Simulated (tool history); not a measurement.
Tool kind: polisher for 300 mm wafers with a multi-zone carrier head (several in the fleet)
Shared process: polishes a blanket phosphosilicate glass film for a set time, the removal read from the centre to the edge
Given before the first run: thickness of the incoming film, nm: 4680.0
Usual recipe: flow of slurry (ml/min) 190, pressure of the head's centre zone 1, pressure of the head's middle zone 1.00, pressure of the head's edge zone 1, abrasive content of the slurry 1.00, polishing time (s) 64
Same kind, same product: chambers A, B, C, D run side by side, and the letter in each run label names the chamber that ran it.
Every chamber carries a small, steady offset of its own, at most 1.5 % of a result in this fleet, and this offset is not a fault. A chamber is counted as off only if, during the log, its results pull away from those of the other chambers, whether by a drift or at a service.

run,day,flow of slurry (ml/min),pressure of the head's centre zone,pressure of the head's middle zone,pressure of the head's edge zone,abrasive content of the slurry,polishing time (s),film removed at the wafer's centre (Å),film removed at mid-radius (Å),film removed at the wafer's edge (Å)
1B,0.279,190,1,1.00,1,1.00,64,7958.7,7789.8,7692.6
2D,0.608,190,1,1.00,1,1.00,64,7939.7,7764.9,7832.8
# day 0.775: chamber B: worn pad replaced by a new one
3A,0.954,190,1,1.00,1,1.00,64,7799.0,7781.4,7714.5
# day 1.158: chamber D: worn pad replaced by a new one
4C,1.462,190,1,1.00,1,1.00,64,7887.9,7666.8,7867.9
# day 1.688: chamber A: centre zone pressure recalibrated
5C,1.796,190,1,1.00,1,1.00,64,7651.7,7666.2,7616.8
# day 2.025: chamber A: worn pad replaced by a new one
6B,2.217,190,1,1.00,1,1.00,64,7883.1,7755.9,7620.0
7A,2.638,190,1,1.00,1,1.00,64,7717.1,7717.9,7994.6
# day 2.788: chamber C: centre zone pressure recalibrated
# day 3.029: chamber C: worn pad replaced by a new one
8D,3.125,190,1,1.00,1,1.00,64,7854.1,7745.1,7955.3
# day 3.471: chamber D: edge zone pressure recalibrated
9C,3.579,190,1,1.00,1,1.00,64,7840.2,7589.7,7879.7
# day 3.804: chamber D: worn pad replaced by a new one
# day 3.804: chamber D: slurry nozzle cleaned
10B,3.846,190,1,0.89,1,0.85,64,7242.3,6486.8,7183.4
11A,4.204,190,1,0.89,1,0.85,64,7189.8,6513.8,7066.8
12D,4.438,190,1,0.89,1,0.85,64,7131.6,6573.8,7274.8
# day 4.567: chamber B: slurry nozzle cleaned
13A,4.675,190,1,0.89,1,0.85,64,7188.9,6423.5,7253.3
# day 4.742: chamber B: worn pad replaced by a new one
# day 4.904: chamber A: worn pad replaced by a new one
14B,5.188,190,1,1.00,1,1.00,64,7768.3,7852.7,7909.4
15D,5.450,190,1,1.00,1,1.00,64,7848.1,7865.2,7874.1
16C,5.796,190,1,1.00,1,1.00,64,7936.5,7786.2,7808.5
# day 6.042: chamber C: slurry nozzle cleaned
17D,6.150,190,1,1.08,1,1.00,64,8013.8,8359.5,7793.9
18B,6.525,190,1,1.08,1,1.00,64,7780.7,8283.6,7794.5
# day 6.679: chamber D: worn pad replaced by a new one
19C,7.008,190,1,1.08,1,1.00,64,7759.8,8252.7,7783.0
20A,7.325,190,1,1.08,1,1.00,64,7869.4,8274.6,7816.3
# day 7.562: chamber A: worn pad replaced by a new one
21B,7.812,190,1,1.00,1,1.00,64,7559.0,7775.4,7645.7
22D,8.062,190,1,1.00,1,1.00,64,7723.2,7761.3,7917.6
# day 8.092: chamber C: worn pad replaced by a new one
23C,8.429,190,1,1.00,1,1.00,64,7848.2,7851.9,7741.3
# day 8.838: chamber B: worn pad replaced by a new one
24A,8.850,190,1,1.00,1,1.00,64,7876.6,7793.5,7804.3
# day 9.279: chamber D: worn pad replaced by a new one
25C,9.325,190,1,1.00,1,1.00,64,7799.7,7869.9,7738.4
26B,9.846,190,1,1.00,1,1.00,64,7819.2,7679.6,8013.0
27A,10.283,190,1,1.00,1,1.00,64,7804.2,7677.6,7742.0
28D,10.758,190,1,1.00,1,1.00,64,7912.3,7737.3,7849.9
# day 10.967: chamber A: worn pad replaced by a new one
29D,11.196,190,1,1.00,1,1.00,64,7785.5,7875.1,7812.9
30B,11.500,190,1,1.00,1,1.00,64,7740.8,7797.1,7661.0
31C,11.754,190,1,1.00,1,1.00,64,7792.1,7820.7,7862.4
32A,12.083,190,1,1.00,1,1.00,64,7778.8,7825.1,7764.6
# day 12.229: chamber D: worn pad replaced by a new one
33C,12.379,190,1,1.00,1,1.00,64,7863.3,7722.3,7626.1
# day 12.733: chamber B: worn pad replaced by a new one
34B,12.854,190,1,1.00,1,1.00,64,7940.3,7768.9,7870.3
35D,13.108,190,1,1.00,1,1.00,64,7939.2,7990.7,7918.7
36A,13.475,190,1,1.00,1,1.00,64,7716.6,7686.8,7802.8
37B,13.792,190,1,1.00,1,1.00,64,7771.3,7768.9,7900.0

Which is it: a chamber that has drifted or been left off by a service, a gauge drift common to all chambers, or only each chamber's usual small offset? If a chamber is off, name it and its likeliest cause.

The fleet is healthy, with each chamber sitting at its usual small offset and no drift in the gauge.
